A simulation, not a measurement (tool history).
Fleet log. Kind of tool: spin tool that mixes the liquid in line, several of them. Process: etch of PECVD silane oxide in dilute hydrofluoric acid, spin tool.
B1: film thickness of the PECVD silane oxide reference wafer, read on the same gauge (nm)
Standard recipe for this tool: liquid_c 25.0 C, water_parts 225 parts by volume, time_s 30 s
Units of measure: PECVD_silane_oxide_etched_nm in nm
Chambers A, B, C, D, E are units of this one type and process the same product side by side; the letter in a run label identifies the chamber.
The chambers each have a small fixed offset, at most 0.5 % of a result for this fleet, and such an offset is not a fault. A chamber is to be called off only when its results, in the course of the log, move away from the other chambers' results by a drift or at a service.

{"run": "1D", "day": 0.533, "liquid_c": 25.0, "water_parts": 225, "time_s": 30, "B1": 149.99, "PECVD_silane_oxide_etched_nm": 6.0186}
{"run": "2A", "day": 0.95, "liquid_c": 25.0, "water_parts": 225, "time_s": 30, "B1": 150.0, "PECVD_silane_oxide_etched_nm": 5.9825}
{"run": "3C", "day": 1.446, "liquid_c": 25.0, "water_parts": 225, "time_s": 30, "B1": 149.99, "PECVD_silane_oxide_etched_nm": 6.0725}
{"run": "4B", "day": 1.75, "liquid_c": 25.0, "water_parts": 225, "time_s": 30, "B1": 150.03, "PECVD_silane_oxide_etched_nm": 5.9661}
{"run": "5E", "day": 2.204, "liquid_c": 25.0, "water_parts": 225, "time_s": 45, "B1": 150.01, "PECVD_silane_oxide_etched_nm": 8.9821}
{"day": 2.258, "done": "chamber C: thermometer replaced"}
{"run": "6E", "day": 2.471, "liquid_c": 25.0, "water_parts": 225, "time_s": 45, "B1": 150.01, "PECVD_silane_oxide_etched_nm": 8.8574}
{"run": "7D", "day": 2.721, "liquid_c": 25.0, "water_parts": 225, "time_s": 45, "B1": 150.01, "PECVD_silane_oxide_etched_nm": 8.9086}
{"run": "8A", "day": 3.088, "liquid_c": 25.0, "water_parts": 225, "time_s": 45, "B1": 149.98, "PECVD_silane_oxide_etched_nm": 9.0263}
{"run": "9C", "day": 3.4, "liquid_c": 25.0, "water_parts": 225, "time_s": 45, "B1": 149.99, "PECVD_silane_oxide_etched_nm": 9.0673}
{"run": "10B", "day": 3.783, "liquid_c": 25.0, "water_parts": 225, "time_s": 30, "B1": 149.98, "PECVD_silane_oxide_etched_nm": 5.8168}
{"run": "11C", "day": 4.258, "liquid_c": 25.0, "water_parts": 165, "time_s": 15, "B1": 150.02, "PECVD_silane_oxide_etched_nm": 4.3927}
{"run": "12B", "day": 4.8, "liquid_c": 25.0, "water_parts": 165, "time_s": 15, "B1": 150.01, "PECVD_silane_oxide_etched_nm": 4.3027}
{"run": "13A", "day": 5.317, "liquid_c": 25.0, "water_parts": 165, "time_s": 15, "B1": 150.02, "PECVD_silane_oxide_etched_nm": 4.3516}
{"run": "14E", "day": 5.8, "liquid_c": 25.0, "water_parts": 165, "time_s": 15, "B1": 150.01, "PECVD_silane_oxide_etched_nm": 4.3119}
{"run": "15D", "day": 6.2, "liquid_c": 25.0, "water_parts": 165, "time_s": 15, "B1": 150.02, "PECVD_silane_oxide_etched_nm": 4.3981}
{"run": "16D", "day": 6.6, "liquid_c": 25.0, "water_parts": 225, "time_s": 30, "B1": 149.99, "PECVD_silane_oxide_etched_nm": 6.0381}
{"run": "17B", "day": 6.942, "liquid_c": 25.0, "water_parts": 225, "time_s": 30, "B1": 150.0, "PECVD_silane_oxide_etched_nm": 5.7842}
{"run": "18E", "day": 7.412, "liquid_c": 25.0, "water_parts": 225, "time_s": 30, "B1": 149.97, "PECVD_silane_oxide_etched_nm": 6.0669}
{"run": "19C", "day": 7.771, "liquid_c": 25.0, "water_parts": 225, "time_s": 30, "B1": 149.99, "PECVD_silane_oxide_etched_nm": 6.0014}
{"run": "20A", "day": 8.067, "liquid_c": 25.0, "water_parts": 225, "time_s": 30, "B1": 150.0, "PECVD_silane_oxide_etched_nm": 5.9304}
{"run": "21A", "day": 8.533, "liquid_c": 22.5, "water_parts": 225, "time_s": 30, "B1": 150.0, "PECVD_silane_oxide_etched_nm": 5.4945}
{"run": "22E", "day": 8.929, "liquid_c": 22.5, "water_parts": 225, "time_s": 30, "B1": 149.97, "PECVD_silane_oxide_etched_nm": 5.5508}
{"run": "23C", "day": 9.467, "liquid_c": 22.5, "water_parts": 225, "time_s": 30, "B1": 149.99, "PECVD_silane_oxide_etched_nm": 5.4144}
{"run": "24B", "day": 9.958, "liquid_c": 22.5, "water_parts": 225, "time_s": 30, "B1": 150.0, "PECVD_silane_oxide_etched_nm": 5.2509}
{"day": 9.988, "done": "chamber E: thermometer replaced"}
{"run": "25D", "day": 10.321, "liquid_c": 22.5, "water_parts": 225, "time_s": 30, "B1": 149.99, "PECVD_silane_oxide_etched_nm": 5.4062}
{"run": "26D", "day": 10.6, "liquid_c": 25.0, "water_parts": 225, "time_s": 30, "B1": 150.01, "PECVD_silane_oxide_etched_nm": 5.8707}
{"run": "27A", "day": 11.017, "liquid_c": 25.0, "water_parts": 225, "time_s": 30, "B1": 150.01, "PECVD_silane_oxide_etched_nm": 5.8966}
{"run": "28C", "day": 11.479, "liquid_c": 25.0, "water_parts": 225, "time_s": 30, "B1": 149.99, "PECVD_silane_oxide_etched_nm": 6.0472}
{"run": "29E", "day": 11.829, "liquid_c": 25.0, "water_parts": 225, "time_s": 30, "B1": 149.99, "PECVD_silane_oxide_etched_nm": 5.9397}
{"run": "30B", "day": 12.175, "liquid_c": 25.0, "water_parts": 225, "time_s": 30, "B1": 149.99, "PECVD_silane_oxide_etched_nm": 5.631}
{"run": "31D", "day": 12.554, "liquid_c": 25.0, "water_parts": 225, "time_s": 30, "B1": 149.99, "PECVD_silane_oxide_etched_nm": 5.9711}
{"run": "32C", "day": 12.846, "liquid_c": 25.0, "water_parts": 120, "time_s": 40, "B1": 150.02, "PECVD_silane_oxide_etched_nm": 16.695}
{"run": "33A", "day": 13.121, "liquid_c": 25.0, "water_parts": 120, "time_s": 40, "B1": 150.01, "PECVD_silane_oxide_etched_nm": 16.747}
{"run": "34E", "day": 13.446, "liquid_c": 25.0, "water_parts": 120, "time_s": 40, "B1": 149.99, "PECVD_silane_oxide_etched_nm": 16.611}
{"run": "35B", "day": 13.838, "liquid_c": 25.0, "water_parts": 120, "time_s": 40, "B1": 150.01, "PECVD_silane_oxide_etched_nm": 16.077}
{"run": "36E", "day": 14.325, "liquid_c": 25.0, "water_parts": 120, "time_s": 40, "B1": 149.98, "PECVD_silane_oxide_etched_nm": 16.599}
{"run": "37A", "day": 14.829, "liquid_c": 25.0, "water_parts": 225, "time_s": 30, "B1": 149.99, "PECVD_silane_oxide_etched_nm": 6.0354}
{"run": "38C", "day": 15.221, "liquid_c": 25.0, "water_parts": 125, "time_s": 45, "B1": 150.0, "PECVD_silane_oxide_etched_nm": 18.288}
{"run": "39B", "day": 15.462, "liquid_c": 25.0, "water_parts": 125, "time_s": 45, "B1": 149.99, "PECVD_silane_oxide_etched_nm": 16.899}
{"run": "40D", "day": 15.967, "liquid_c": 25.0, "water_parts": 125, "time_s": 45, "B1": 150.0, "PECVD_silane_oxide_etched_nm": 18.432}

Read the log: is a single chamber off, either drifting away or since a service, is the gauge that measures every chamber drifting, or is nothing wrong beyond small per-chamber offsets? Name any odd chamber and what most likely caused it.

It is chamber B that slowly wanders off from its peers.
Most likely cause: hydrofluoric acid flow below the setpoint (%) = 6.25.
It could be hard to tell apart here from: liquid colder than its thermometer reads (K).

Which of the 4 candidates below, each the usual settings with something changed and its results left as question marks, puts chamber B back in line with what the other chambers give on the usual settings?
Counts as in line when no further than this from what the other chambers average on the usual settings: PECVD_silane_oxide_etched_nm 0.1800 nm
{"run": "41B-1", "day": 16.354, "liquid_c": 25.0, "water_parts": 210, "time_s": 30, "PECVD_silane_oxide_etched_nm": "?"}
{"run": "41B-2", "day": 16.354, "liquid_c": 25.0, "water_parts": 240, "time_s": 30, "PECVD_silane_oxide_etched_nm": "?"}
{"run": "41B-3", "day": 16.354, "liquid_c": 25.0, "water_parts": 220, "time_s": 30, "PECVD_silane_oxide_etched_nm": "?"}
{"run": "41B-4", "day": 16.354, "liquid_c": 25.0, "water_parts": 230, "time_s": 30, "PECVD_silane_oxide_etched_nm": "?"}

The other chambers' mean on the usual settings: PECVD_silane_oxide_etched_nm 5.9955 nm
run=41B-1 PECVD_silane_oxide_etched_nm=6.0304
run=41B-2 PECVD_silane_oxide_etched_nm=5.0895
run=41B-3 PECVD_silane_oxide_etched_nm=5.6864
run=41B-4 PECVD_silane_oxide_etched_nm=5.3741
41B-1 puts the chamber back in line with the other chambers.

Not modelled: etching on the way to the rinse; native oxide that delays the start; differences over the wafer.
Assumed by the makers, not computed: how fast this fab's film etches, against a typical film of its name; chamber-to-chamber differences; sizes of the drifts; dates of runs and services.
